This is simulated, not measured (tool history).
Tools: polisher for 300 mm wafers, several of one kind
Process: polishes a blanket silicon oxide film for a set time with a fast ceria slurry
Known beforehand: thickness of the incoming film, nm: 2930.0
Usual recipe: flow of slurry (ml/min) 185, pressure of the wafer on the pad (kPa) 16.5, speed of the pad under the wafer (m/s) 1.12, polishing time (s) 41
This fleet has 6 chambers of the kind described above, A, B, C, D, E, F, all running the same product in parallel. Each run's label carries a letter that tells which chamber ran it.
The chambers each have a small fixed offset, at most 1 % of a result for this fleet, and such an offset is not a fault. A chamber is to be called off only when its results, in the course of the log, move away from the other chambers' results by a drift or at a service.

run	hour	flow of slurry (ml/min)	pressure of the wafer on the pad (kPa)	speed of the pad under the wafer (m/s)	polishing time (s)	wafers polished on this pad	hours since the slurry nozzle was cleaned	hours since the head pressure was calibrated	film removed (Å)
# hour 5.0: chamber F: head pressure recalibrated
# hour 6.5: chamber A: head pressure recalibrated
1F	12.1	185	16.5	1.12	41	851	503.3	7.1	5155.6
# hour 19.0: chamber A: worn pad replaced by a new one
2D	19.6	185	16.5	1.12	41	892	166.9	278.6	5104.7
# hour 20.8: chamber B: worn pad replaced by a new one
# hour 25.0: chamber C: worn pad replaced by a new one
3A	28.8	185	16.5	1.12	41	115	181.1	22.3	5192.7
# hour 39.3: chamber D: worn pad replaced by a new one
4E	40.7	185	16.5	1.12	41	1083	578.1	351.2	5057.2
# hour 45.4: chamber E: worn pad replaced by a new one
5B	49.2	185	16.5	1.12	41	331	286.8	584.0	5180.1
# hour 50.6: chamber F: worn pad replaced by a new one
6C	56.9	185	16.5	1.12	41	371	244.4	160.9	5180.7
7D	65.5	185	16.5	1.12	41	306	212.8	324.5	5157.9
8A	76.2	185	16.5	0.82	41	667	228.5	69.7	3743.0
# hour 80.4: chamber C: slurry nozzle cleaned
9E	88.4	185	16.5	0.82	41	501	625.8	398.9	3783.5
10B	98.5	185	16.5	0.82	41	906	336.1	633.3	3834.9
# hour 101.2: chamber E: head pressure recalibrated
11C	104.8	185	16.5	0.82	41	929	24.5	208.8	3788.1
# hour 112.9: chamber A: worn pad replaced by a new one
12F	118.8	185	16.5	0.82	41	795	610.0	113.8	3769.4
# hour 121.1: chamber C: worn pad replaced by a new one
13D	129.7	185	16.5	0.82	41	1054	277.0	388.7	3696.1
# hour 139.1: chamber E: worn pad replaced by a new one
14F	139.8	185	16.5	1.12	41	1040	631.0	134.8	5113.3
# hour 139.9: chamber B: worn pad replaced by a new one
# hour 144.3: chamber D: worn pad replaced by a new one
# hour 145.3: chamber F: slurry nozzle cleaned
15A	153.0	185	15.2	1.46	41	467	305.3	146.5	6129.8
# hour 154.8: chamber F: worn pad replaced by a new one
16C	159.9	185	15.2	1.46	41	452	79.6	263.9	6157.3
# hour 162.0: chamber D: slurry nozzle cleaned
17B	169.5	185	15.2	1.46	41	345	407.1	704.3	6213.4
18E	178.3	185	15.2	1.46	41	457	715.7	77.2	6185.0
# hour 179.2: chamber B: head pressure recalibrated
19B	185.8	185	15.2	1.46	41	535	423.4	6.6	6169.5
20D	195.8	185	15.2	1.46	41	600	33.9	454.8	6106.1
21A	206.3	185	16.5	1.12	41	1088	358.6	199.8	5078.9
# hour 212.9: chamber A: worn pad replaced by a new one
22F	214.4	185	16.5	1.12	41	695	69.2	209.4	5170.6
# hour 223.5: chamber E: worn pad replaced by a new one
# hour 223.8: chamber C: worn pad replaced by a new one
23E	225.1	185	16.5	1.12	50	19	762.5	124.0	6336.8
# hour 225.8: chamber D: worn pad replaced by a new one
24C	233.8	185	16.5	1.12	50	117	153.5	337.8	6289.5
25E	241.7	185	16.5	1.12	50	212	779.1	140.6	6205.9
# hour 248.7: chamber B: worn pad replaced by a new one
26F	253.5	185	16.5	1.12	50	1150	108.3	248.5	6261.0
# hour 256.0: chamber D: head pressure recalibrated
# hour 262.9: chamber F: worn pad replaced by a new one
27B	267.1	185	16.5	1.12	50	214	504.7	87.9	6292.5
28C	280.2	185	16.5	1.12	50	658	199.9	384.2	6245.1
29A	293.2	185	16.5	1.12	41	936	445.5	286.7	5084.7
# hour 305.1: chamber E: worn pad replaced by a new one
30D	305.2	185	16.5	1.12	41	925	143.3	49.3	4759.3
# hour 307.6: chamber C: worn pad replaced by a new one
# hour 310.5: chamber E: slurry nozzle cleaned
31B	315.8	185	16.5	1.12	41	782	553.4	136.6	5168.2
# hour 319.7: chamber A: worn pad replaced by a new one
# hour 319.9: chamber D: worn pad replaced by a new one
32C	329.5	185	16.5	1.12	41	256	249.2	433.5	4995.5
33F	337.1	185	16.5	1.12	41	865	191.9	332.1	5203.0
34D	349.1	130	16.5	1.12	47	340	187.2	93.2	5104.5
# hour 353.2: chamber C: slurry nozzle cleaned
# hour 355.0: chamber A: slurry nozzle cleaned
35A	357.9	130	16.5	1.12	47	445	2.9	351.4	5496.6
36E	365.6	130	16.5	1.12	47	706	55.2	264.5	5551.2
37E	379.1	130	16.5	1.12	47	863	68.7	278.0	5514.6
38C	387.0	130	16.5	1.12	47	926	33.9	491.0	5486.2
39D	397.8	130	16.5	1.12	47	907	235.9	141.9	5136.1

For the next run the whole fleet of 6 chambers uses the same settings. Give each chamber's results:
40A	407.8	185	16.5	1.12	41				?
40B	407.8	185	16.5	1.12	41				?
40C	407.8	185	16.5	1.12	41				?
40D	407.8	185	16.5	1.12	41				?
40E	407.8	185	16.5	1.12	41				?
40F	407.8	185	16.5	1.12	41				?

run	film removed (Å)
40A	5081.7
40B	5068.8
40C	5108.4
40D	4711.8
40E	5058.4
40F	5151.6
